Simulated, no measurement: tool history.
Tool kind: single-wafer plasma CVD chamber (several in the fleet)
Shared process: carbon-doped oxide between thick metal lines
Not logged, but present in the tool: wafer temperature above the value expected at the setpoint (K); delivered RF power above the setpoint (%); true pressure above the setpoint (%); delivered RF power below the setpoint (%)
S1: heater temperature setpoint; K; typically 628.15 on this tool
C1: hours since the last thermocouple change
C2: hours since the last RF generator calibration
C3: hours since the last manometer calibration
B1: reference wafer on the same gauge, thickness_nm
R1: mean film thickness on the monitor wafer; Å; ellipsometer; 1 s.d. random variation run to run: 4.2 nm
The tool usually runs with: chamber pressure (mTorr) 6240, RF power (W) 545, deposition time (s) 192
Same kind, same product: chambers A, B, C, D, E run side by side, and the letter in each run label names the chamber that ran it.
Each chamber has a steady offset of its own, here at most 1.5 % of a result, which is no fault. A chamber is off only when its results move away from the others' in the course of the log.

{"run": "1E", "hour": 5.1, "S1": 628.15, "chamber pressure (mTorr)": 6240, "RF power (W)": 545, "deposition time (s)": 192, "C1": 995.7, "C2": 290.7, "C3": 2634.3, "B1": 1138.8, "R1": 10290}
{"run": "2C", "hour": 12.7, "S1": 628.15, "chamber pressure (mTorr)": 6240, "RF power (W)": 545, "deposition time (s)": 192, "C1": 898.3, "C2": 1734, "C3": 1118.7, "B1": 1140.3, "R1": 10516}
{"run": "3A", "hour": 18.3, "S1": 628.15, "chamber pressure (mTorr)": 6240, "RF power (W)": 545, "deposition time (s)": 192, "C1": 671.7, "C2": 596.4, "C3": 1411.2, "B1": 1140, "R1": 10432}
{"run": "4B", "hour": 22.7, "S1": 628.15, "chamber pressure (mTorr)": 6240, "RF power (W)": 545, "deposition time (s)": 192, "C1": 298, "C2": 1581.5, "C3": 681.9, "B1": 1139.9, "R1": 10463}
{"run": "5D", "hour": 29.5, "S1": 628.15, "chamber pressure (mTorr)": 6240, "RF power (W)": 545, "deposition time (s)": 192, "C1": 2227.6, "C2": 1261.1, "C3": 990.5, "B1": 1141.1, "R1": 10273}
{"run": "6E", "hour": 35.5, "S1": 628.15, "chamber pressure (mTorr)": 6240, "RF power (W)": 545, "deposition time (s)": 192, "C1": 1026.1, "C2": 321.1, "C3": 2664.7, "B1": 1140.7, "R1": 10359}
{"run": "7B", "hour": 41.2, "S1": 628.15, "chamber pressure (mTorr)": 6240, "RF power (W)": 545, "deposition time (s)": 192, "C1": 316.5, "C2": 1600, "C3": 700.4, "B1": 1140.6, "R1": 10490}
{"run": "8C", "hour": 50.0, "S1": 628.15, "chamber pressure (mTorr)": 6240, "RF power (W)": 545, "deposition time (s)": 192, "C1": 935.6, "C2": 1771.3, "C3": 1156, "B1": 1140, "R1": 10550}
{"run": "9A", "hour": 57.2, "S1": 628.15, "chamber pressure (mTorr)": 6240, "RF power (W)": 545, "deposition time (s)": 192, "C1": 710.6, "C2": 635.3, "C3": 1450.1, "B1": 1139.7, "R1": 10378}
{"run": "10D", "hour": 62.6, "S1": 628.15, "chamber pressure (mTorr)": 6240, "RF power (W)": 545, "deposition time (s)": 192, "C1": 2260.7, "C2": 1294.2, "C3": 1023.6, "B1": 1140.1, "R1": 10292}
{"run": "11B", "hour": 69.1, "S1": 637.15, "chamber pressure (mTorr)": 6240, "RF power (W)": 470, "deposition time (s)": 192, "C1": 344.4, "C2": 1627.9, "C3": 728.3, "B1": 1140.1, "R1": 9347.3}
{"run": "12E", "hour": 77.3, "S1": 637.15, "chamber pressure (mTorr)": 6240, "RF power (W)": 470, "deposition time (s)": 192, "C1": 1067.9, "C2": 362.9, "C3": 2706.5, "B1": 1140.7, "R1": 9256.6}
{"run": "13C", "hour": 81.9, "S1": 637.15, "chamber pressure (mTorr)": 6240, "RF power (W)": 470, "deposition time (s)": 192, "C1": 967.5, "C2": 1803.2, "C3": 1187.9, "B1": 1140.9, "R1": 9428.5}
{"run": "14A", "hour": 89.9, "S1": 637.15, "chamber pressure (mTorr)": 6240, "RF power (W)": 470, "deposition time (s)": 192, "C1": 743.3, "C2": 668, "C3": 1482.8, "B1": 1141.3, "R1": 9334.9}
{"run": "15D", "hour": 97.9, "S1": 637.15, "chamber pressure (mTorr)": 6240, "RF power (W)": 470, "deposition time (s)": 192, "C1": 2296, "C2": 1329.5, "C3": 1058.9, "B1": 1139.4, "R1": 9210.6}
{"run": "16C", "hour": 104.1, "S1": 637.15, "chamber pressure (mTorr)": 6240, "RF power (W)": 485, "deposition time (s)": 192, "C1": 989.7, "C2": 1825.4, "C3": 1210.1, "B1": 1140.3, "R1": 9634.5}
{"hour": 104.8, "done": "chamber C: RF generator calibrated"}
{"run": "17B", "hour": 112.3, "S1": 637.15, "chamber pressure (mTorr)": 6240, "RF power (W)": 485, "deposition time (s)": 192, "C1": 387.6, "C2": 1671.1, "C3": 771.5, "B1": 1139.3, "R1": 9537.2}
{"run": "18A", "hour": 119.4, "S1": 637.15, "chamber pressure (mTorr)": 6240, "RF power (W)": 485, "deposition time (s)": 192, "C1": 772.8, "C2": 697.5, "C3": 1512.3, "B1": 1139.3, "R1": 9486.4}
{"run": "19E", "hour": 126.6, "S1": 637.15, "chamber pressure (mTorr)": 6240, "RF power (W)": 485, "deposition time (s)": 192, "C1": 1117.2, "C2": 412.2, "C3": 2755.8, "B1": 1140, "R1": 9427.6}
{"run": "20D", "hour": 135.2, "S1": 637.15, "chamber pressure (mTorr)": 6240, "RF power (W)": 485, "deposition time (s)": 192, "C1": 2333.3, "C2": 1366.8, "C3": 1096.2, "B1": 1139.6, "R1": 9409.2}
{"run": "21E", "hour": 139.6, "S1": 628.15, "chamber pressure (mTorr)": 6240, "RF power (W)": 545, "deposition time (s)": 192, "C1": 1130.2, "C2": 425.2, "C3": 2768.8, "B1": 1139.2, "R1": 10363}
{"run": "22A", "hour": 148.3, "S1": 628.15, "chamber pressure (mTorr)": 6240, "RF power (W)": 545, "deposition time (s)": 192, "C1": 801.7, "C2": 726.4, "C3": 1541.2, "B1": 1139.4, "R1": 10428}
{"run": "23C", "hour": 155.9, "S1": 618.15, "chamber pressure (mTorr)": 6240, "RF power (W)": 545, "deposition time (s)": 192, "C1": 1041.5, "C2": 51.2, "C3": 1261.9, "B1": 1140.7, "R1": 10896}
{"run": "24B", "hour": 161.7, "S1": 618.15, "chamber pressure (mTorr)": 6240, "RF power (W)": 545, "deposition time (s)": 192, "C1": 437, "C2": 1720.5, "C3": 820.9, "B1": 1139.7, "R1": 10763}
{"run": "25D", "hour": 168.6, "S1": 618.15, "chamber pressure (mTorr)": 6240, "RF power (W)": 545, "deposition time (s)": 192, "C1": 2366.7, "C2": 1400.2, "C3": 1129.6, "B1": 1140.2, "R1": 10527}
{"run": "26D", "hour": 172.5, "S1": 618.15, "chamber pressure (mTorr)": 6240, "RF power (W)": 545, "deposition time (s)": 192, "C1": 2370.6, "C2": 1404.1, "C3": 1133.5, "B1": 1139.4, "R1": 10604}
{"run": "27E", "hour": 178.0, "S1": 618.15, "chamber pressure (mTorr)": 6240, "RF power (W)": 545, "deposition time (s)": 192, "C1": 1168.6, "C2": 463.6, "C3": 2807.2, "B1": 1139.9, "R1": 10621}
{"run": "28B", "hour": 185.5, "S1": 628.15, "chamber pressure (mTorr)": 6240, "RF power (W)": 545, "deposition time (s)": 192, "C1": 460.8, "C2": 1744.3, "C3": 844.7, "B1": 1139.7, "R1": 10413}
{"hour": 187.0, "done": "chamber E: capacitance manometer re-zeroed and calibrated"}
{"run": "29C", "hour": 190.1, "S1": 628.15, "chamber pressure (mTorr)": 6240, "RF power (W)": 545, "deposition time (s)": 192, "C1": 1075.7, "C2": 85.4, "C3": 1296.1, "B1": 1140.1, "R1": 10495}
{"run": "30A", "hour": 195.2, "S1": 628.15, "chamber pressure (mTorr)": 6240, "RF power (W)": 545, "deposition time (s)": 192, "C1": 848.6, "C2": 773.3, "C3": 1588.1, "B1": 1140.7, "R1": 10454}
{"run": "31A", "hour": 203.7, "S1": 618.15, "chamber pressure (mTorr)": 6240, "RF power (W)": 545, "deposition time (s)": 192, "C1": 857.1, "C2": 781.8, "C3": 1596.6, "B1": 1139.4, "R1": 10709}
{"run": "32D", "hour": 210.0, "S1": 618.15, "chamber pressure (mTorr)": 6240, "RF power (W)": 545, "deposition time (s)": 192, "C1": 2408.1, "C2": 1441.6, "C3": 1171, "B1": 1139.5, "R1": 10531}
{"run": "33E", "hour": 216.8, "S1": 618.15, "chamber pressure (mTorr)": 6240, "RF power (W)": 545, "deposition time (s)": 192, "C1": 1207.4, "C2": 502.4, "C3": 29.8, "B1": 1140.6, "R1": 10547}
{"run": "34C", "hour": 221.2, "S1": 618.15, "chamber pressure (mTorr)": 6240, "RF power (W)": 545, "deposition time (s)": 192, "C1": 1106.8, "C2": 116.5, "C3": 1327.2, "B1": 1139.5, "R1": 10837}
{"run": "35B", "hour": 229.3, "S1": 618.15, "chamber pressure (mTorr)": 6240, "RF power (W)": 545, "deposition time (s)": 192, "C1": 504.6, "C2": 1788.1, "C3": 888.5, "B1": 1140, "R1": 10740}
{"run": "36B", "hour": 235.4, "S1": 628.15, "chamber pressure (mTorr)": 6240, "RF power (W)": 545, "deposition time (s)": 192, "C1": 510.7, "C2": 1794.2, "C3": 894.6, "B1": 1140.5, "R1": 10464}
{"run": "37D", "hour": 243.7, "S1": 628.15, "chamber pressure (mTorr)": 7160, "RF power (W)": 545, "deposition time (s)": 192, "C1": 2441.8, "C2": 1475.3, "C3": 1204.7, "B1": 1138.9, "R1": 10473}
{"run": "38A", "hour": 250.2, "S1": 628.15, "chamber pressure (mTorr)": 7160, "RF power (W)": 545, "deposition time (s)": 192, "C1": 903.6, "C2": 828.3, "C3": 1643.1, "B1": 1140.4, "R1": 10606}
{"run": "39C", "hour": 256.7, "S1": 628.15, "chamber pressure (mTorr)": 7160, "RF power (W)": 545, "deposition time (s)": 192, "C1": 1142.3, "C2": 152, "C3": 1362.7, "B1": 1139.3, "R1": 10607}
{"run": "40E", "hour": 261.5, "S1": 628.15, "chamber pressure (mTorr)": 7160, "RF power (W)": 545, "deposition time (s)": 192, "C1": 1252.1, "C2": 547.1, "C3": 74.5, "B1": 1140.7, "R1": 10528}
{"hour": 263.7, "done": "chamber D: RF generator calibrated"}
{"run": "41C", "hour": 270.0, "S1": 628.15, "chamber pressure (mTorr)": 7160, "RF power (W)": 545, "deposition time (s)": 192, "C1": 1155.6, "C2": 165.3, "C3": 1376, "B1": 1140.4, "R1": 10637}
{"run": "42E", "hour": 275.9, "S1": 628.15, "chamber pressure (mTorr)": 6240, "RF power (W)": 545, "deposition time (s)": 192, "C1": 1266.5, "C2": 561.5, "C3": 88.9, "B1": 1140.5, "R1": 10313}
{"run": "43A", "hour": 283.7, "S1": 628.15, "chamber pressure (mTorr)": 6240, "RF power (W)": 545, "deposition time (s)": 215, "C1": 937.1, "C2": 861.8, "C3": 1676.6, "B1": 1140, "R1": 11693}
{"run": "44D", "hour": 292.1, "S1": 628.15, "chamber pressure (mTorr)": 6240, "RF power (W)": 545, "deposition time (s)": 215, "C1": 2490.2, "C2": 28.5, "C3": 1253.1, "B1": 1140.5, "R1": 11550}

Decide between three cases: one chamber stands off from its peers, the gauge reading all wafers drifts, or nothing is wrong past each chamber's small offset. Where a chamber is off, say which and what most likely put it there.

The fleet is healthy, with each chamber sitting at its usual small offset and no drift in the gauge.
